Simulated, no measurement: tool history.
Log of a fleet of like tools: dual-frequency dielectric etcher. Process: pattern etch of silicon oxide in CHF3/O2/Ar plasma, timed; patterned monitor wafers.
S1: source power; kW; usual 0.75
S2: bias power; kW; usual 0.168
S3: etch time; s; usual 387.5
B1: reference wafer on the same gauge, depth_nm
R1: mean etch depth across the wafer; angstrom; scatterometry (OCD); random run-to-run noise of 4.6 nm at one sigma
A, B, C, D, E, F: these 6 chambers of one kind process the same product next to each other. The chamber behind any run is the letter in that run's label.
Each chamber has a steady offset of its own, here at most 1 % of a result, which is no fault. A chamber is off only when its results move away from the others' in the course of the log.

Run 1D, hour 9.8: usual settings; B1 908.48. Result: R1 8239.6 angstrom.
Run 2C, hour 20.4: usual settings; B1 909.6. Result: R1 8048.1 angstrom.
Run 3E, hour 28.6: usual settings; B1 910.6. Result: R1 8183.8 angstrom.
Run 4F, hour 36.6: usual settings; B1 909.72. Result: R1 8275.8 angstrom.
Run 5A, hour 41.4: usual settings; B1 909.82. Result: R1 8132.9 angstrom.
Run 6B, hour 50.7: usual settings; B1 909.19. Result: R1 8171.4 angstrom.
Run 7E, hour 60.9: usual settings; B1 910.37. Result: R1 8162.3 angstrom.
Run 8C, hour 70.4: usual settings but S1 0.88 kW, S2 0.144 kW; B1 909.62. Result: R1 8325.7 angstrom.
Run 9A, hour 81.1: usual settings but S1 0.88 kW, S2 0.144 kW; B1 910.97. Result: R1 8248.5 angstrom.
Run 10B, hour 88.1: usual settings but S1 0.88 kW, S2 0.144 kW; B1 910.27. Result: R1 8221.6 angstrom.
Run 11F, hour 97.5: usual settings but S1 0.88 kW, S2 0.144 kW; B1 911.05. Result: R1 8314.9 angstrom.
Run 12D, hour 107.1: usual settings but S1 0.88 kW, S2 0.144 kW; B1 909.88. Result: R1 8257.2 angstrom.
Run 13A, hour 113.4: usual settings but S1 0.88 kW, S2 0.144 kW; B1 910.38. Result: R1 8238.3 angstrom.
Run 14D, hour 123.3: usual settings; B1 909.64. Result: R1 8138.6 angstrom.
Run 15C, hour 129.5: usual settings; B1 910.95. Result: R1 8164.8 angstrom.
Run 16E, hour 137.4: usual settings; B1 908.74. Result: R1 8149.6 angstrom.
Run 17B, hour 142.2: usual settings but S1 0.69 kW, S3 317 s; B1 909.83. Result: R1 6450.7 angstrom.
Run 18F, hour 150.3: usual settings but S1 0.69 kW, S3 317 s; B1 909.77. Result: R1 6453.9 angstrom.
At hour 151.9: chamber E: wet clean of the chamber.
At hour 154: chamber C: wet clean of the chamber.
Run 19B, hour 159.6: usual settings but S1 0.69 kW, S3 317 s; B1 910.22. Result: R1 6451.2 angstrom.
Run 20E, hour 169.6: usual settings but S1 0.69 kW, S3 317 s; B1 909.67. Result: R1 6367.3 angstrom.
Run 21D, hour 179.1: usual settings but S1 0.69 kW, S3 317 s; B1 910.52. Result: R1 6429.6 angstrom.
Run 22F, hour 187.2: usual settings but S1 0.69 kW, S3 317 s; B1 910.44. Result: R1 6511.6 angstrom.
Run 23A, hour 195.6: usual settings; B1 908.52. Result: R1 8122.8 angstrom.
Run 24C, hour 203.7: usual settings; B1 910.44. Result: R1 8151.3 angstrom.
Run 25C, hour 212.8: usual settings; B1 909.3. Result: R1 8138.3 angstrom.
Run 26E, hour 219.8: usual settings but S2 0.15 kW; B1 910.25. Result: R1 7875.8 angstrom.
Run 27D, hour 226.1: usual settings but S2 0.15 kW; B1 908.63. Result: R1 7800.4 angstrom.
Run 28F, hour 234.2: usual settings but S2 0.15 kW; B1 910. Result: R1 7938.5 angstrom.
Run 29B, hour 239.8: usual settings but S2 0.15 kW; B1 910.14. Result: R1 7865.1 angstrom.
Run 30A, hour 249: usual settings but S2 0.15 kW; B1 910.67. Result: R1 7841.4 angstrom.
Run 31D, hour 256.5: usual settings but S2 0.15 kW; B1 909.16. Result: R1 7756.6 angstrom.
Run 32C, hour 265.4: usual settings but S3 442 s; B1 910.39. Result: R1 9202 angstrom.
Run 33E, hour 270.1: usual settings but S3 442 s; B1 909.47. Result: R1 9246.3 angstrom.
Run 34A, hour 280.6: usual settings but S3 442 s; B1 911.19. Result: R1 9287.9 angstrom.
Run 35F, hour 289.2: usual settings but S3 442 s; B1 909.87. Result: R1 9370.8 angstrom.
Run 36B, hour 295.8: usual settings but S3 442 s; B1 910.57. Result: R1 9341.8 angstrom.
Run 37C, hour 303.1: usual settings but S3 442 s; B1 909.86. Result: R1 9339.8 angstrom.

The same settings go to every chamber for the next run, one line per chamber below. Forecast the results for each:
Run 38A, hour 310.9: usual settings but S3 469 s. Result: R1 ?.
Run 38B, hour 310.9: usual settings but S3 469 s. Result: R1 ?.
Run 38C, hour 310.9: usual settings but S3 469 s. Result: R1 ?.
Run 38D, hour 310.9: usual settings but S3 469 s. Result: R1 ?.
Run 38E, hour 310.9: usual settings but S3 469 s. Result: R1 ?.
Run 38F, hour 310.9: usual settings but S3 469 s. Result: R1 ?.

run      R1
38A  9804.9
38B    9860
38C  9855.3
38D  9885.9
38E  9767.8
38F  9986.9
